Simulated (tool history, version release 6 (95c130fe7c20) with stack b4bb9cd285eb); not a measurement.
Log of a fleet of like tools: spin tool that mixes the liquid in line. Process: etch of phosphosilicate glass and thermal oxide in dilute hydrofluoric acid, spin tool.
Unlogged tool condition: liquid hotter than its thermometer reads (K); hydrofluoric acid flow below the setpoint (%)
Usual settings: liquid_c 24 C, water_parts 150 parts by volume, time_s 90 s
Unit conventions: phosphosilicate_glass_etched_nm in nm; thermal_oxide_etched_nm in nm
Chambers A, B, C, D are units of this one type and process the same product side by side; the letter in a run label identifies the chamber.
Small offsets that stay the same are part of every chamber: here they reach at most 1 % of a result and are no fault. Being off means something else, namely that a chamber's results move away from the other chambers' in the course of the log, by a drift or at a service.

run   hour  liquid_c  water_parts  time_s  hours since the thermometer was replaced  hours since the hydrofluoric acid flow meter was replaced  read-back film thickness of the phosphosilicate glass reference wafer, read on the same gauge (nm)  read-back film thickness of the thermal oxide reference wafer, read on the same gauge (nm)  phosphosilicate_glass_etched_nm  thermal_oxide_etched_nm
 1D    1.9        24          150      90                                     524.3                                                     1828.6                                                                                              109.99                                                                                      30.026                           34.089                    2.679
 2A    5.8        24          150      90                                    1514.3                                                      504.6                                                                                              110.02                                                                                      29.968                           33.945                   2.6685
 3B    9.8        24          150      90                                     292.4                                                      138.5                                                                                                 110                                                                                      29.991                           34.878                   2.6856
 4C   12.6        24          150      90                                    1338.6                                                     1209.9                                                                                              110.01                                                                                      29.988                            34.02                   2.5795
 5D   14.7        24          150      90                                     537.1                                                     1841.4                                                                                              109.95                                                                                      30.011                           33.557                   2.5992
 6C   18.1        24          150      90                                    1344.1                                                     1215.4                                                                                                 110                                                                                      30.008                           34.266                    2.571
 7B   20.7        29          150      40                                     303.3                                                      149.4                                                                                              110.02                                                                                      29.969                           18.145                   1.3752
 8A   23.5        29          150      40                                      1532                                                      522.3                                                                                              110.01                                                                                      30.028                           18.443                   1.3937
 9D   26.4        29          150      40                                     548.8                                                     1853.1                                                                                              109.98                                                                                      30.012                           18.341                   1.4315
10A   30.6        29          150      40                                    1539.1                                                      529.4                                                                                              110.03                                                                                      30.021                           18.582                    1.439
11C   34.5        24          150      90                                    1360.5                                                     1231.8                                                                                              109.96                                                                                      30.017                           33.896                   2.5874
12B   38.4        24          150      90                                       321                                                      167.1                                                                                              109.99                                                                                          30                           34.227                   2.5937
13A   41.4        24          150      90                                    1549.9                                                      540.2                                                                                                 110                                                                                      30.032                           34.231                   2.6515
14B   44.2        24          150      90                                     326.8                                                      172.9                                                                                              110.04                                                                                      29.965                           34.084                   2.5666
15C   46.2        24          150      90                                    1372.2                                                     1243.5                                                                                              110.03                                                                                      30.008                           34.072                   2.6443
16D   48.4        24          150      90                                     570.8                                                     1875.1                                                                                              109.99                                                                                      29.965                           34.379                   2.6697
17C   52.4        24           85     135                                    1378.4                                                     1249.7                                                                                              109.98                                                                                       29.98                           98.233                   7.4789
18B   55.1        24           85     135                                     337.7                                                      183.8                                                                                              109.99                                                                                      29.997                           97.391                   7.4199
19A     58        24           85     135                                    1566.5                                                      556.8                                                                                              110.01                                                                                      30.007                           97.434                   7.4713
20D   60.1        24           85     135                                     582.5                                                     1886.8                                                                                              110.01                                                                                       30.02                            98.02                   7.6212
21B   63.7        24          220      90                                     346.3                                                      192.4                                                                                              109.99                                                                                      30.029                           21.441                   1.6464
22A   67.3        24          220      90                                    1575.8                                                      566.1                                                                                              110.01                                                                                      29.994                           21.631                   1.6859
23D   69.7        24          220      90                                     592.1                                                     1896.4                                                                                              109.99                                                                                      29.985                           21.571                   1.6545
24C   72.6        24          220      90                                    1398.6                                                     1269.9                                                                                              110.04                                                                                      29.998                           21.501                   1.6873
25D   75.9        24          150      90                                     598.3                                                     1902.6                                                                                              110.02                                                                                      30.001                           34.232                   2.6196
26B   78.6        24          150      90                                     361.2                                                      207.3                                                                                              109.97                                                                                      29.978                           33.722                   2.5915
27A   82.3      22.5          150     140                                    1590.8                                                      581.1                                                                                              109.99                                                                                      30.002                           50.301                   3.7881
28C   85.1      22.5          150     140                                    1411.1                                                     1282.4                                                                                              110.02                                                                                      30.019                           51.105                   3.8858
29D   87.1      22.5          150     140                                     609.5                                                     1913.8                                                                                                 110                                                                                      30.013                           49.776                   3.8588
30B   89.5      22.5          150     140                                     372.1                                                      218.2                                                                                              109.98                                                                                      29.988                           49.639                   3.8179
31A   92.5        24          120     130                                      1601                                                      591.3                                                                                              110.02                                                                                      29.981                            64.51                   4.8772
32C   96.6        24          120     130                                    1422.6                                                     1293.9                                                                                              109.96                                                                                       29.97                           64.451                   4.8626
33D   98.5        24          120     130                                     620.9                                                     1925.2                                                                                              109.99                                                                                      30.003                           63.352                    4.952
34B  101.2        24          120     130                                     383.8                                                      229.9                                                                                              109.97                                                                                      29.961                           63.641                    4.886
35C  103.5        24          150      90                                    1429.5                                                     1300.8                                                                                              110.02                                                                                      30.001                           34.723                   2.5866
36A  107.7        24          150      90                                    1616.2                                                      606.5                                                                                              110.02                                                                                      29.991                            34.52                   2.6401
37A  110.1        24          150      90                                    1618.6                                                      608.9                                                                                              110.02                                                                                      29.989                           33.772                   2.6793
38C  112.8        24          150      90                                    1438.8                                                     1310.1                                                                                              109.98                                                                                      29.971                           34.052                   2.5594
39D  115.9      19.5          125      90                                     638.3                                                     1942.6                                                                                              110.01                                                                                      30.008                           35.336                    2.785
40B  118.1      19.5          125      90                                     400.7                                                      246.8                                                                                                 110                                                                                      30.017                            34.88                    2.702
41A  120.3      19.5          125      90                                    1628.8                                                      619.1                                                                                                 110                                                                                      29.976                           35.228                   2.6646
42B  124.4      19.5          125      90                                       407                                                      253.1                                                                                              109.98                                                                                          30                           35.028                    2.727

Which is it: a chamber that has drifted or been left off by a service, a gauge drift common to all chambers, or only each chamber's usual small offset? If a chamber is off, name it and its likeliest cause.

No chamber is off and the gauge is stable; the differences are just each chamber's small, constant offset.
